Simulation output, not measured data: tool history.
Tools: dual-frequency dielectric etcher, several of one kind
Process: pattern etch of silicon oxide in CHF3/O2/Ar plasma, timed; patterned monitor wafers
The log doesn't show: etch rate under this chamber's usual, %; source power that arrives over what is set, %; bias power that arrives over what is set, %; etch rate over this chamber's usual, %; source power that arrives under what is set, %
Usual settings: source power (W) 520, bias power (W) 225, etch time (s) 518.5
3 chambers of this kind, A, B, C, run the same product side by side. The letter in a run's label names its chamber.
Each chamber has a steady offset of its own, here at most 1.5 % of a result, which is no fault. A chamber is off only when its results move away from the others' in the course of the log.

run,hour,source power (W),bias power (W),etch time (s),hours since the last wet clean,hours since the last source power generator calibration,hours since the last bias power generator calibration,"read-back reference wafer on the same gauge, depth_nm",mean etch depth across the wafer (Å)
1A,5.8,520,225,518.5,464.6,2435.3,1813.1,1259.5,10591.0
2C,19.1,520,225,518.5,324.5,1096.0,333.3,1258.9,10474.0
3B,25.1,520,225,518.5,79.2,3940.7,1974.4,1259.0,10474.0
4A,37.2,520,225,518.5,496.0,2466.7,1844.5,1258.7,10627.0
5C,46.5,520,225,518.5,351.9,1123.4,360.7,1258.2,10445.0
6B,54.8,520,225,518.5,108.9,3970.4,2004.1,1258.0,10517.0
7C,66.4,420,225,518.5,371.8,1143.3,380.6,1257.4,9629.2
# hour 79.2: chamber A: wet clean of the chamber
8B,79.5,420,225,518.5,133.6,3995.1,2028.8,1256.9,9669.2
9A,87.1,420,225,518.5,7.9,2516.6,1894.4,1257.2,9822.4
10A,94.5,520,196,589.0,15.3,2524.0,1901.8,1256.1,11461.0
11C,102.6,520,196,589.0,408.0,1179.5,416.8,1256.3,11282.0
12B,116.0,520,196,589.0,170.1,4031.6,2065.3,1255.7,11326.0
13C,124.1,520,225,518.5,429.5,1201.0,438.3,1255.8,10442.0
14B,133.8,520,225,518.5,187.9,4049.4,2083.1,1255.3,10435.0
15A,139.7,520,225,518.5,60.5,2569.2,1947.0,1254.6,10568.0
16B,147.3,520,225,518.5,201.4,4062.9,2096.6,1254.2,10467.0
17C,154.6,570,190,518.5,460.0,1231.5,468.8,1253.8,10189.0
18A,165.8,570,190,518.5,86.6,2595.3,1973.1,1254.1,10290.0
19C,179.4,570,190,518.5,484.8,1256.3,493.6,1253.8,10181.0
20A,192.1,520,225,518.5,112.9,2621.6,1999.4,1252.6,10576.0
21B,204.7,520,225,518.5,258.8,4120.3,2154.0,1252.5,10402.0
22B,216.9,640,225,518.5,271.0,4132.5,2166.2,1251.9,11288.0
23A,229.0,640,225,518.5,149.8,2658.5,2036.3,1251.8,11404.0

All 3 chambers run these settings next. Forecast each chamber's results:
24A,238.8,520,225,518.5,,,,,?
24B,238.8,520,225,518.5,,,,,?
24C,238.8,520,225,518.5,,,,,?

run,mean etch depth across the wafer (Å)
24A,10563.0
24B,10473.0
24C,10378.0

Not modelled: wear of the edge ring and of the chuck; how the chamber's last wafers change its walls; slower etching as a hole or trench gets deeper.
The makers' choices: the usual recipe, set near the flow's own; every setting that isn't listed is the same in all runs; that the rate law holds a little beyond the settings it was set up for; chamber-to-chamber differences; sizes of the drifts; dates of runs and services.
